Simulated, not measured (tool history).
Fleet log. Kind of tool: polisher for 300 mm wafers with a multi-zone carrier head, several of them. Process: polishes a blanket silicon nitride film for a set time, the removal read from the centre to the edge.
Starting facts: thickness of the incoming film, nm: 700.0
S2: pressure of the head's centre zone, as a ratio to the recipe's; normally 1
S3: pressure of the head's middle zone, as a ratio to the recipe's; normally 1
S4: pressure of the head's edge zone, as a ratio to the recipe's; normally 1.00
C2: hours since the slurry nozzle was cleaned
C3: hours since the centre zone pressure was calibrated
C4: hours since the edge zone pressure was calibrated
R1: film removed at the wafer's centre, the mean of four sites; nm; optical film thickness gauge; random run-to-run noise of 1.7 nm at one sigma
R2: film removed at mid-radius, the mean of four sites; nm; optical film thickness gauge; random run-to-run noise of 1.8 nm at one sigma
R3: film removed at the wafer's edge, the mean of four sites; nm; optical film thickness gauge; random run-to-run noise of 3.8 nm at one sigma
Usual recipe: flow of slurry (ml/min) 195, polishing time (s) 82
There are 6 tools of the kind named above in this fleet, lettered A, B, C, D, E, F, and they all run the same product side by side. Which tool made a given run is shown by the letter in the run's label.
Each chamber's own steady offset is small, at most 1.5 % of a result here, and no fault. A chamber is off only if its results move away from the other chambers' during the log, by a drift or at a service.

At hour 5.1: chamber D: worn pad replaced by a new one.
Run 1B, hour 10.3: usual settings; wafers polished on this pad 376; C2 40.6; C3 146.3; C4 346.6. Result: R1 261.05 nm, R2 260.46 nm, R3 257.48 nm.
Run 2A, hour 18.7: usual settings; wafers polished on this pad 395; C2 578.6; C3 136.9; C4 164.7. Result: R1 259.90 nm, R2 255.25 nm, R3 261.16 nm.
At hour 23.2: chamber C: worn pad replaced by a new one.
Run 3E, hour 28.9: usual settings; wafers polished on this pad 858; C2 189.6; C3 988.3; C4 808.1. Result: R1 260.67 nm, R2 253.87 nm, R3 252.06 nm.
At hour 37.0: chamber E: worn pad replaced by a new one.
Run 4F, hour 43.5: usual settings; wafers polished on this pad 584; C2 556.0; C3 689.5; C4 967.3. Result: R1 260.49 nm, R2 254.67 nm, R3 261.50 nm.
At hour 46.3: chamber B: worn pad replaced by a new one.
Run 5D, hour 53.1: usual settings; wafers polished on this pad 473; C2 375.1; C3 525.9; C4 418.3. Result: R1 260.42 nm, R2 261.22 nm, R3 257.07 nm.
Run 6C, hour 65.3: usual settings; wafers polished on this pad 416; C2 317.4; C3 1149.2; C4 211.5. Result: R1 259.39 nm, R2 259.48 nm, R3 257.10 nm.
At hour 65.8: chamber F: worn pad replaced by a new one.
At hour 65.9: chamber F: edge zone pressure recalibrated.
Run 7F, hour 73.3: usual settings; wafers polished on this pad 74; C2 585.8; C3 719.3; C4 7.5. Result: R1 254.31 nm, R2 255.36 nm, R3 255.99 nm.
Run 8C, hour 83.1: usual settings; wafers polished on this pad 591; C2 335.2; C3 1167.0; C4 229.3. Result: R1 254.24 nm, R2 257.65 nm, R3 255.43 nm.
Run 9B, hour 89.5: usual settings; wafers polished on this pad 426; C2 119.8; C3 225.5; C4 425.8. Result: R1 260.62 nm, R2 254.29 nm, R3 261.45 nm.
Run 10E, hour 101.1: usual settings but S4 1.05; wafers polished on this pad 632; C2 261.8; C3 1060.5; C4 880.3. Result: R1 259.01 nm, R2 256.14 nm, R3 267.94 nm.
At hour 103.3: chamber D: worn pad replaced by a new one.
Run 11D, hour 115.0: usual settings but S4 1.05; wafers polished on this pad 116; C2 437.0; C3 587.8; C4 480.2. Result: R1 257.87 nm, R2 261.12 nm, R3 265.28 nm.
At hour 123.5: chamber A: worn pad replaced by a new one.
At hour 124.7: chamber B: worn pad replaced by a new one.
Run 12A, hour 126.1: usual settings but S4 1.05; wafers polished on this pad 26; C2 686.0; C3 244.3; C4 272.1. Result: R1 259.77 nm, R2 254.58 nm, R3 265.79 nm.
At hour 131.2: chamber E: worn pad replaced by a new one.
Run 13D, hour 138.8: usual settings but S4 1.05; wafers polished on this pad 350; C2 460.8; C3 611.6; C4 504.0. Result: R1 259.53 nm, R2 260.69 nm, R3 262.17 nm.
At hour 141.7: chamber F: worn pad replaced by a new one.
Run 14B, hour 147.5: usual settings but S4 1.05; wafers polished on this pad 225; C2 177.8; C3 283.5; C4 483.8. Result: R1 257.04 nm, R2 257.75 nm, R3 260.44 nm.
At hour 151.2: chamber E: centre zone pressure recalibrated.
Run 15A, hour 154.8: usual settings but S4 1.05; wafers polished on this pad 309; C2 714.7; C3 273.0; C4 300.8. Result: R1 260.38 nm, R2 257.31 nm, R3 265.25 nm.
At hour 163.8: chamber C: worn pad replaced by a new one.
At hour 167.1: chamber C: edge zone pressure recalibrated.
Run 16C, hour 168.9: usual settings; wafers polished on this pad 50; C2 421.0; C3 1252.8; C4 1.9. Result: R1 256.55 nm, R2 259.31 nm, R3 255.81 nm.
At hour 175.6: chamber D: slurry nozzle cleaned.
Run 17E, hour 179.6: usual settings but flow of slurry (ml/min) 240, polishing time (s) 69; wafers polished on this pad 478; C2 340.3; C3 28.4; C4 958.8. Result: R1 225.93 nm, R2 220.83 nm, R3 224.60 nm.
Run 18F, hour 190.3: usual settings but flow of slurry (ml/min) 240, polishing time (s) 69; wafers polished on this pad 479; C2 702.8; C3 836.3; C4 124.5. Result: R1 215.56 nm, R2 222.27 nm, R3 214.38 nm.
At hour 194.7: chamber C: centre zone pressure recalibrated.
Run 19D, hour 198.8: usual settings but flow of slurry (ml/min) 240, polishing time (s) 69; wafers polished on this pad 942; C2 23.2; C3 671.6; C4 564.0. Result: R1 222.41 nm, R2 226.36 nm, R3 217.44 nm.
At hour 205.7: chamber D: worn pad replaced by a new one.
Run 20B, hour 205.9: usual settings but flow of slurry (ml/min) 240, polishing time (s) 69; wafers polished on this pad 801; C2 236.2; C3 341.9; C4 542.2. Result: R1 225.46 nm, R2 224.02 nm, R3 220.17 nm.
At hour 212.6: chamber B: worn pad replaced by a new one.
Run 21A, hour 217.1: usual settings but flow of slurry (ml/min) 240, polishing time (s) 69; wafers polished on this pad 924; C2 777.0; C3 335.3; C4 363.1. Result: R1 222.00 nm, R2 222.99 nm, R3 216.96 nm.
At hour 217.3: chamber E: worn pad replaced by a new one.
At hour 219.7: chamber F: worn pad replaced by a new one.
At hour 221.7: chamber A: edge zone pressure recalibrated.
Run 22F, hour 227.9: usual settings but flow of slurry (ml/min) 240, polishing time (s) 69; wafers polished on this pad 81; C2 740.4; C3 873.9; C4 162.1. Result: R1 217.27 nm, R2 223.20 nm, R3 218.16 nm.
At hour 231.2: chamber F: slurry nozzle cleaned.
Run 23C, hour 240.1: usual settings; wafers polished on this pad 752; C2 492.2; C3 45.4; C4 73.1. Result: R1 256.72 nm, R2 256.47 nm, R3 257.69 nm.
Run 24E, hour 248.5: usual settings but polishing time (s) 61; wafers polished on this pad 308; C2 409.2; C3 97.3; C4 1027.7. Result: R1 192.41 nm, R2 189.72 nm, R3 195.03 nm.
Run 25E, hour 256.4: usual settings but polishing time (s) 61; wafers polished on this pad 386; C2 417.1; C3 105.2; C4 1035.6. Result: R1 191.69 nm, R2 189.36 nm, R3 196.15 nm.
Run 26B, hour 267.7: usual settings but polishing time (s) 61; wafers polished on this pad 543; C2 298.0; C3 403.7; C4 604.0. Result: R1 191.67 nm, R2 191.78 nm, R3 192.41 nm.
At hour 270.6: chamber E: slurry nozzle cleaned.
Run 27A, hour 275.2: usual settings but polishing time (s) 61; wafers polished on this pad 1497; C2 835.1; C3 393.4; C4 53.5. Result: R1 192.59 nm, R2 189.90 nm, R3 190.21 nm.
At hour 278.2: chamber A: worn pad replaced by a new one.
Run 28D, hour 285.2: usual settings but polishing time (s) 61; wafers polished on this pad 784; C2 109.6; C3 758.0; C4 650.4. Result: R1 192.61 nm, R2 192.84 nm, R3 187.34 nm.
At hour 290.9: chamber B: worn pad replaced by a new one.
Run 29C, hour 294.3: usual settings but polishing time (s) 61; wafers polished on this pad 1287; C2 546.4; C3 99.6; C4 127.3. Result: R1 192.32 nm, R2 194.67 nm, R3 192.06 nm.
At hour 304.2: chamber F: worn pad replaced by a new one.
At hour 306.4: chamber D: worn pad replaced by a new one.
Run 30F, hour 308.3: usual settings but polishing time (s) 57; wafers polished on this pad 41; C2 77.2; C3 954.3; C4 242.5. Result: R1 168.92 nm, R2 177.52 nm, R3 173.51 nm.
At hour 309.2: chamber C: slurry nozzle cleaned.
At hour 312.6: chamber C: worn pad replaced by a new one.
At hour 318.4: chamber A: centre zone pressure recalibrated.
At hour 318.7: chamber E: worn pad replaced by a new one.
Run 31C, hour 322.3: usual settings but polishing time (s) 57; wafers polished on this pad 95; C2 13.1; C3 127.6; C4 155.3. Result: R1 178.23 nm, R2 180.52 nm, R3 174.20 nm.
Run 32A, hour 334.2: usual settings but polishing time (s) 57; wafers polished on this pad 552; C2 894.1; C3 15.8; C4 112.5. Result: R1 179.06 nm, R2 178.71 nm, R3 180.75 nm.
Run 33B, hour 344.4: usual settings but polishing time (s) 57; wafers polished on this pad 528; C2 374.7; C3 480.4; C4 680.7. Result: R1 180.05 nm, R2 178.55 nm, R3 181.58 nm.
Run 34E, hour 356.8: usual settings but polishing time (s) 57; wafers polished on this pad 376; C2 86.3; C3 205.6; C4 1136.0. Result: R1 179.97 nm, R2 177.97 nm, R3 177.69 nm.
Run 35D, hour 369.7: usual settings but polishing time (s) 57; wafers polished on this pad 624; C2 194.1; C3 842.5; C4 734.9. Result: R1 180.42 nm, R2 181.32 nm, R3 179.83 nm.
At hour 377.1: chamber F: worn pad replaced by a new one.
Run 36F, hour 384.1: usual settings; wafers polished on this pad 69; C2 153.0; C3 1030.1; C4 318.3. Result: R1 239.36 nm, R2 259.72 nm, R3 257.65 nm.
Run 37E, hour 394.0: usual settings; wafers polished on this pad 743; C2 123.5; C3 242.8; C4 1173.2. Result: R1 263.58 nm, R2 253.61 nm, R3 261.90 nm.

For the next run the whole fleet of 6 chambers uses the same settings. Give each chamber's results:
Run 38A, hour 404.4: usual settings. Result: R1 ?, R2 ?, R3 ?.
Run 38B, hour 404.4: usual settings. Result: R1 ?, R2 ?, R3 ?.
Run 38C, hour 404.4: usual settings. Result: R1 ?, R2 ?, R3 ?.
Run 38D, hour 404.4: usual settings. Result: R1 ?, R2 ?, R3 ?.
Run 38E, hour 404.4: usual settings. Result: R1 ?, R2 ?, R3 ?.
Run 38F, hour 404.4: usual settings. Result: R1 ?, R2 ?, R3 ?.

run      R1      R2      R3
38A  256.66  254.24  261.14
38B  260.24  261.30  260.56
38C  255.53  259.02  253.78
38D  258.32  261.50  250.34
38E  257.86  256.93  258.06
38F  238.02  255.03  255.16
